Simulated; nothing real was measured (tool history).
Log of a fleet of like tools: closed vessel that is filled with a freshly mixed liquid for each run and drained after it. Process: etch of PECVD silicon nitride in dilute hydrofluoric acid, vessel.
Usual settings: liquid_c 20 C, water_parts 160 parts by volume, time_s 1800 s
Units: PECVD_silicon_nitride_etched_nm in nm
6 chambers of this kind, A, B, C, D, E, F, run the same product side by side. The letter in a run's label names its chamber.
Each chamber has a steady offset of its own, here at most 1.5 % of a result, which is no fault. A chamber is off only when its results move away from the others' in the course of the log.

run     day  liquid_c  water_parts  time_s  read-back film thickness of the PECVD silicon nitride reference wafer, read on the same gauge (nm)  PECVD_silicon_nitride_etched_nm
 1B   0.467        20          160    1800                                                                                              70.008                           18.093
 2D    0.85        20          160    1800                                                                                              70.024                            18.14
 3F   1.317        20          160    1800                                                                                                  70                           18.269
      1.629  -- chamber C: hydrofluoric acid flow meter replaced
 4E   1.771        20          160    1800                                                                                              70.005                           18.515
 5C   2.238        20          160    1800                                                                                              69.999                           17.949
      2.488  -- chamber E: hydrofluoric acid flow meter replaced
 6A   2.675        20          160    1800                                                                                              69.991                           18.108
 7C   3.129        20          160    1800                                                                                              69.977                           18.283
 8B    3.45        20          160    1800                                                                                              69.984                           18.139
 9E   3.929        20          160    1800                                                                                              69.979                           18.051
10A   4.338        20          160    1800                                                                                              69.999                           17.646
       4.65  -- chamber F: hydrofluoric acid flow meter replaced
11D   4.704        20          160    1800                                                                                              70.019                           18.322
      4.962  -- chamber B: hydrofluoric acid flow meter replaced
12F   5.142        20          160    1800                                                                                              70.029                           18.381
13E   5.683        20          160    1800                                                                                              69.991                           18.029
14F   6.146        20          160    1800                                                                                              69.992                            18.27
15B   6.538        20          160    1800                                                                                              69.991                            18.21
16D   7.162        20          195    1330                                                                                              70.001                           11.096
17A   7.617        20          195    1330                                                                                              70.017                           10.608
18C   8.167        20          195    1330                                                                                              70.024                           11.041
19A   8.675        20          195    1330                                                                                              69.983                            10.46
20F   9.233        20          195    1330                                                                                              70.014                           11.201
21C   9.642        20          195    1330                                                                                               70.02                           11.257
22B  10.075        20          160    1800                                                                                              69.978                           18.109
23D  10.533        20          160    1800                                                                                              70.044                           18.324
24E  11.154        20          160    1800                                                                                              69.998                           18.096
     11.158  -- chamber E: thermometer replaced
25E  11.562        20          160    1800                                                                                              70.007                           17.975
26D  12.125        20          160    1200                                                                                              69.995                            12.14
27F  12.658        20          160    1200                                                                                              70.004                           12.077
28A  13.092        20          160    1200                                                                                              70.038                           11.232
29C  13.446        20          160    1200                                                                                              70.009                           12.148
30B  13.933        20          160    1200                                                                                              70.008                           12.147
31F  14.412        20          160    1200                                                                                              69.984                           12.057
32C  14.762        20          160    1800                                                                                              69.986                           18.253
33B  15.338        20          160    1800                                                                                              69.983                           18.265
34E   15.95        20          160    1800                                                                                              70.006                           18.328
35A   16.55        20          160    1800                                                                                              70.002                           16.484
36D  17.017        20          160    1800                                                                                              70.018                            17.81
37B  17.567        20          160    1800                                                                                              69.983                           18.516
38D      18        20          160    1800                                                                                                  70                           18.434
      18.05  -- chamber E: hydrofluoric acid flow meter replaced
39C  18.271        20          160    1800                                                                                              69.976                           18.191
40A  18.817        20          160    1800                                                                                              69.983                           16.309
41F  19.233        20          160    1800                                                                                               69.99                           18.268
42E  19.696        20          160    1800                                                                                              70.003                           18.207
43B  20.071        20          160    1800                                                                                              70.002                           18.384

All 6 chambers run these settings next. Forecast each chamber's results:
44A  20.521        20          215    1800                                                                                                                                    ?
44B  20.521        20          215    1800                                                                                                                                    ?
44C  20.521        20          215    1800                                                                                                                                    ?
44D  20.521        20          215    1800                                                                                                                                    ?
44E  20.521        20          215    1800                                                                                                                                    ?
44F  20.521        20          215    1800                                                                                                                                    ?

run  PECVD_silicon_nitride_etched_nm
44A                           12.079
44B                           13.886
44C                           13.885
44D                           13.592
44E                           13.423
44F                           13.579
